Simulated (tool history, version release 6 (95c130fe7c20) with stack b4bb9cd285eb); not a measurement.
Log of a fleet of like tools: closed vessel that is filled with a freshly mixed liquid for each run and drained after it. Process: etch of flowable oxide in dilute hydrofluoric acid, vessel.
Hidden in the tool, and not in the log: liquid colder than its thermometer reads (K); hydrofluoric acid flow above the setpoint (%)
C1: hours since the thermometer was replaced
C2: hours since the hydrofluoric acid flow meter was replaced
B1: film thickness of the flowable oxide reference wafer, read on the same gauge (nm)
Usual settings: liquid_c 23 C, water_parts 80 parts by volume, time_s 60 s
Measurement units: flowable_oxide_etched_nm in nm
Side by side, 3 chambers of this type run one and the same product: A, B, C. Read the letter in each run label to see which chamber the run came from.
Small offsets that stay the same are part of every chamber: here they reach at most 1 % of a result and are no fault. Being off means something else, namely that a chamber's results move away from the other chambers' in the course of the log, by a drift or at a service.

At day 0.15: chamber A: thermometer replaced.
Run 1B, day 0.179: usual settings; C1 130.5; C2 670; B1 40.03. Result: flowable_oxide_etched_nm 34.515 nm.
Run 2C, day 0.283: usual settings; C1 742.9; C2 357.9; B1 40.007. Result: flowable_oxide_etched_nm 33.812 nm.
Run 3A, day 0.442: usual settings; C1 7; C2 125; B1 39.99. Result: flowable_oxide_etched_nm 33.621 nm.
Run 4A, day 0.567: usual settings; C1 10; C2 128; B1 40.032. Result: flowable_oxide_etched_nm 33.769 nm.
Run 5B, day 0.75: usual settings but water_parts 65 parts by volume, time_s 30 s; C1 144.2; C2 683.7; B1 39.989. Result: flowable_oxide_etched_nm 21.401 nm.
Run 6C, day 0.862: usual settings but water_parts 65 parts by volume, time_s 30 s; C1 756.8; C2 371.8; B1 39.999. Result: flowable_oxide_etched_nm 20.998 nm.
Run 7A, day 0.979: usual settings but water_parts 65 parts by volume, time_s 30 s; C1 19.9; C2 137.9; B1 39.983. Result: flowable_oxide_etched_nm 20.887 nm.
Run 8B, day 1.183: usual settings; C1 154.6; C2 694.1; B1 40.016. Result: flowable_oxide_etched_nm 34.043 nm.
Run 9C, day 1.354: usual settings; C1 768.6; C2 383.6; B1 39.955. Result: flowable_oxide_etched_nm 33.773 nm.
Run 10B, day 1.529: usual settings; C1 162.9; C2 702.4; B1 39.964. Result: flowable_oxide_etched_nm 33.868 nm.
Run 11A, day 1.712: usual settings; C1 37.5; C2 155.5; B1 40.007. Result: flowable_oxide_etched_nm 33.903 nm.
Run 12C, day 1.829: usual settings; C1 780; C2 395; B1 39.994. Result: flowable_oxide_etched_nm 33.95 nm.
Run 13A, day 1.967: usual settings; C1 43.6; C2 161.6; B1 40.003. Result: flowable_oxide_etched_nm 34.326 nm.
Run 14C, day 2.142: usual settings; C1 787.5; C2 402.5; B1 39.975. Result: flowable_oxide_etched_nm 34.021 nm.
Run 15B, day 2.333: usual settings but liquid_c 26.5 C; C1 182.2; C2 721.7; B1 39.978. Result: flowable_oxide_etched_nm 39.259 nm.
At day 2.392: chamber C: thermometer replaced.
Run 16A, day 2.429: usual settings but liquid_c 26.5 C; C1 54.7; C2 172.7; B1 40.015. Result: flowable_oxide_etched_nm 39.62 nm.
Run 17C, day 2.588: usual settings but liquid_c 26.5 C; C1 4.7; C2 413.2; B1 39.978. Result: flowable_oxide_etched_nm 39.082 nm.
Run 18B, day 2.758: usual settings; C1 192.4; C2 731.9; B1 39.992. Result: flowable_oxide_etched_nm 34.089 nm.
Run 19A, day 2.908: usual settings but liquid_c 26 C; C1 66.2; C2 184.2; B1 39.979. Result: flowable_oxide_etched_nm 38.983 nm.
Run 20C, day 3.033: usual settings but liquid_c 26 C; C1 15.4; C2 423.9; B1 39.987. Result: flowable_oxide_etched_nm 38.382 nm.
Run 21B, day 3.158: usual settings but liquid_c 26 C; C1 202; C2 741.5; B1 39.988. Result: flowable_oxide_etched_nm 38.445 nm.
Run 22B, day 3.338: usual settings but liquid_c 27 C; C1 206.3; C2 745.8; B1 39.984. Result: flowable_oxide_etched_nm 39.696 nm.
Run 23A, day 3.525: usual settings but liquid_c 27 C; C1 81; C2 199; B1 39.978. Result: flowable_oxide_etched_nm 40.424 nm.
Run 24C, day 3.646: usual settings but liquid_c 27 C; C1 30.1; C2 438.6; B1 39.984. Result: flowable_oxide_etched_nm 39.703 nm.
Run 25B, day 3.838: usual settings; C1 218.3; C2 757.8; B1 40.008. Result: flowable_oxide_etched_nm 34.113 nm.
Run 26C, day 3.979: usual settings but liquid_c 21 C, time_s 70 s; C1 38.1; C2 446.6; B1 39.998. Result: flowable_oxide_etched_nm 35.835 nm.
Run 27A, day 4.108: usual settings but liquid_c 21 C, time_s 70 s; C1 95; C2 213; B1 40.02. Result: flowable_oxide_etched_nm 37.297 nm.
Run 28A, day 4.304: usual settings but liquid_c 21 C, time_s 70 s; C1 99.7; C2 217.7; B1 39.959. Result: flowable_oxide_etched_nm 37.539 nm.
Run 29C, day 4.446: usual settings; C1 49.3; C2 457.8; B1 39.992. Result: flowable_oxide_etched_nm 34.146 nm.
Run 30B, day 4.588: usual settings; C1 236.3; C2 775.8; B1 40.021. Result: flowable_oxide_etched_nm 33.96 nm.
Run 31B, day 4.717: usual settings; C1 239.4; C2 778.9; B1 40.002. Result: flowable_oxide_etched_nm 34.062 nm.
Run 32C, day 4.833: usual settings; C1 58.6; C2 467.1; B1 39.988. Result: flowable_oxide_etched_nm 34.046 nm.
Run 33A, day 5.004: usual settings; C1 116.5; C2 234.5; B1 39.974. Result: flowable_oxide_etched_nm 35.161 nm.
Run 34B, day 5.138: usual settings but water_parts 95 parts by volume, time_s 30 s; C1 249.5; C2 789; B1 40.016. Result: flowable_oxide_etched_nm 14.267 nm.
Run 35A, day 5.329: usual settings but water_parts 95 parts by volume, time_s 30 s; C1 124.3; C2 242.3; B1 39.995. Result: flowable_oxide_etched_nm 14.61 nm.
Run 36C, day 5.512: usual settings but water_parts 95 parts by volume, time_s 30 s; C1 74.9; C2 483.4; B1 40.023. Result: flowable_oxide_etched_nm 13.948 nm.
Run 37A, day 5.658: usual settings; C1 132.2; C2 250.2; B1 39.988. Result: flowable_oxide_etched_nm 35.007 nm.
Run 38C, day 5.817: usual settings but time_s 80 s; C1 82.2; C2 490.7; B1 39.994. Result: flowable_oxide_etched_nm 45.216 nm.
Run 39B, day 5.979: usual settings but time_s 80 s; C1 269.7; C2 809.2; B1 39.996. Result: flowable_oxide_etched_nm 45.496 nm.
Run 40A, day 6.108: usual settings but time_s 80 s; C1 143; C2 261; B1 40.046. Result: flowable_oxide_etched_nm 47.964 nm.
Run 41C, day 6.258: usual settings but water_parts 50 parts by volume; C1 92.8; C2 501.3; B1 40.005. Result: flowable_oxide_etched_nm 55.765 nm.
Run 42B, day 6.467: usual settings but water_parts 50 parts by volume; C1 281.4; C2 820.9; B1 40.03. Result: flowable_oxide_etched_nm 56.604 nm.
Run 43C, day 6.562: usual settings but water_parts 50 parts by volume; C1 100.1; C2 508.6; B1 39.998. Result: flowable_oxide_etched_nm 55.296 nm.
Run 44B, day 6.762: usual settings; C1 288.5; C2 828; B1 39.981. Result: flowable_oxide_etched_nm 34.037 nm.

Has any chamber moved away from the others, gradually or after a service, or does the common gauge drift, or do the chambers differ only by their own small steady offsets? State the chamber and the most likely cause if one applies.

Little by little, chamber A moves away from the other chambers.
Most likely cause: hydrofluoric acid flow above the setpoint (%) = 5.38.
From this log alone, it may not be told apart from: liquid hotter than its thermometer reads (K).

Chamber A could run next with any of the 4 candidate recipes listed below; each alters the usual settings, and their results appear as question marks. Which one brings its results back in line with what the other chambers deliver on the usual settings?
Counts as in line when no further than this from what the other chambers average on the usual settings: flowable_oxide_etched_nm 0.85 nm
Run 45A-1, day 6.908: usual settings but liquid_c 22.5 C, time_s 55 s. Result: flowable_oxide_etched_nm ?.
Run 45A-2, day 6.908: usual settings but liquid_c 21.5 C. Result: flowable_oxide_etched_nm ?.
Run 45A-3, day 6.908: usual settings but liquid_c 24.5 C. Result: flowable_oxide_etched_nm ?.
Run 45A-4, day 6.908: usual settings but liquid_c 23.5 C, water_parts 75 parts by volume. Result: flowable_oxide_etched_nm ?.

Mean of the other chambers on the usual settings: flowable_oxide_etched_nm 34.048 nm
  run  flowable_oxide_etched_nm
45A-1                     32.38
45A-2                    33.917
45A-3                    38.274
45A-4                    39.436
Change 45A-2 lands the chamber within the allowed miss of the other chambers.
